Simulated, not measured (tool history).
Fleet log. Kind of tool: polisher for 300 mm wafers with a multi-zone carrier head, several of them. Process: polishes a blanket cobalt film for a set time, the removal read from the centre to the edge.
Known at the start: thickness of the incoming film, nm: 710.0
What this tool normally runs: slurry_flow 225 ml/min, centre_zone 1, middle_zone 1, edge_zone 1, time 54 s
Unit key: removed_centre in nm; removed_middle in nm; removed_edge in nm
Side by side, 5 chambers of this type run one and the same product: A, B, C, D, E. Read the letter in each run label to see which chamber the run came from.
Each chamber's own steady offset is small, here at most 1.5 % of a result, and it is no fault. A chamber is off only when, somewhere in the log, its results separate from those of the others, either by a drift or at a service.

run	hour	slurry_flow	centre_zone	middle_zone	edge_zone	time	removed_centre	removed_middle	removed_edge
1A	11.2	225	1	1	1	54	238.12	235.12	239.88
# hour 14: chamber E: worn pad replaced by a new one
2D	19.5	225	1	1	1	54	243.37	240.33	241.09
3B	26.6	225	1	1	1	54	234.39	242.78	246.27
4C	39.3	225	1	1	1	54	247.03	244.59	240.25
5E	52.5	225	1	1	1	54	236.48	239.23	239.74
6D	67.2	225	1	1	1	54	241.02	236.5	240.13
# hour 67.4: chamber D: worn pad replaced by a new one
# hour 67.7: chamber E: centre zone pressure recalibrated
# hour 78.5: chamber B: worn pad replaced by a new one
7E	80.5	225	1	1	1	54	238.38	238.63	234.96
8A	92	225	1	1	1	54	238.34	238.68	237.43
9B	105.2	225	1	1	1	54	243.29	242.95	243.28
# hour 113.1: chamber A: worn pad replaced by a new one
10C	118.2	225	1	1	1	54	240.61	240.95	241.77
# hour 125.6: chamber E: worn pad replaced by a new one
11A	128.2	225	1	1	1	54	237.05	237.88	233.47
12B	137.9	225	1	1	1	54	238.3	240.69	244.04
# hour 141.3: chamber C: edge zone pressure recalibrated
13D	148.9	225	1	1	1	54	237.3	235.74	238.03
14E	157.7	285	1	1.08	1	54	246.12	262.18	242.01
15C	165	285	1	1.08	1	54	246.36	260.69	242.96
# hour 173.1: chamber D: worn pad replaced by a new one
16C	177.8	285	1	1.08	1	54	249.99	261.92	239.32
17B	190.2	285	1	1.08	1	54	250.82	270.74	248.18
18D	201.6	285	1	1.08	1	54	245.99	259.84	243.34
19A	209.8	225	1	1	1	54	237.32	232.39	236.96
# hour 210.1: chamber B: worn pad replaced by a new one
20E	216.9	225	1	1	1	54	241.53	238.3	238.84
21E	230.3	225	1	1	1	54	235.06	241.2	237.3
# hour 230.7: chamber A: worn pad replaced by a new one
22A	242	225	1	1	1	54	238.56	239.02	240.28
# hour 256: chamber E: worn pad replaced by a new one
23C	256.1	225	1	1	1	54	229.35	234.64	232.51
# hour 262.4: chamber A: centre zone pressure recalibrated
24B	264	225	1	1	1	54	236.85	238.55	240.7
# hour 268.9: chamber B: slurry nozzle cleaned
25D	279.4	225	0.95	1	1	54	229.68	242.35	244.12
# hour 284.6: chamber D: worn pad replaced by a new one
26C	295.1	225	0.95	1	1	54	220.33	229.4	229.19
27B	306.6	225	0.95	1	1	54	227.52	241.62	243.03
28D	316.5	225	0.95	1	1	54	225.24	236.48	239.96
# hour 327.5: chamber B: worn pad replaced by a new one
29A	331.9	225	0.95	1	1	54	227.48	238.25	235.78
# hour 338.6: chamber A: worn pad replaced by a new one
# hour 346.5: chamber A: slurry nozzle cleaned
30E	347.6	225	1	1	0.96	54	246.11	238.67	237.06
31C	361.5	225	1	1	0.96	54	224.5	222.31	218.29
# hour 362.3: chamber C: slurry nozzle cleaned
# hour 367.6: chamber D: centre zone pressure recalibrated
32D	372.6	225	1	1	0.96	54	238.77	241.62	235.63
# hour 373: chamber E: worn pad replaced by a new one
# hour 382: chamber D: worn pad replaced by a new one
33A	387.2	225	1	1	0.96	54	241.01	241.29	234.07
# hour 387.4: chamber C: centre zone pressure recalibrated
34B	394.9	225	1	1	0.96	54	244.88	240.35	238.96
35E	408	225	1	1	1	54	237.94	236.46	241.24
# hour 412: chamber D: edge zone pressure recalibrated
36E	422.3	225	1	1	1	54	240.46	236.25	239.78
37B	432.5	225	1	1	1	54	238.66	240.38	240.62
# hour 438.4: chamber B: worn pad replaced by a new one
38D	446.1	225	1	1	1	54	238.62	237.89	242
39C	455.5	225	1	1	1	54	222.41	227.53	222.26
# hour 456.9: chamber A: worn pad replaced by a new one
40A	463.3	225	1	1	1	54	240	239.54	240.45
41D	476.2	225	1	1	1	54	240.75	237.59	241.71
42E	488.6	225	1	1	0.88	54	244.8	237.2	221.9
43B	501.5	225	1	1	0.88	54	234.7	238.38	230.25
44C	509.9	225	1	1	0.88	54	219.23	215.98	198.3

One chamber off, gauge drift, or nothing amiss beyond the chambers' own small offsets? If it is a chamber, which one, and what is the likeliest cause?

Chamber C drifts away from the others.
What lies behind it: removal rate lost through wear of the pad, % = 9.65.

Chamber C could run next with any of the 4 candidate recipes listed below; each alters the usual settings, and their results appear as question marks. Which one brings its results back in line with what the other chambers deliver on the usual settings?
In line means no further than this from the other chambers' mean on the usual settings: removed_centre 10 nm; removed_middle 9.7 nm; removed_edge 7.5 nm
45C-1	521.2	225	1	1.01	0.99	49	?	?	?
45C-2	521.2	225	1	0.99	1.01	59	?	?	?
45C-3	521.2	225	1	1	1	56	?	?	?
45C-4	521.2	225	1	1	1	52	?	?	?

Other chambers, usual settings, mean: removed_centre 240.08 nm; removed_middle 239.05 nm; removed_edge 239.99 nm
run	removed_centre	removed_middle	removed_edge
45C-1	196.61	199.48	196.53
45C-2	236.7	235.85	239.24
45C-3	224.68	225.92	225.84
45C-4	208.63	209.78	209.71
It is 45C-2 that realigns the chamber with its peers.

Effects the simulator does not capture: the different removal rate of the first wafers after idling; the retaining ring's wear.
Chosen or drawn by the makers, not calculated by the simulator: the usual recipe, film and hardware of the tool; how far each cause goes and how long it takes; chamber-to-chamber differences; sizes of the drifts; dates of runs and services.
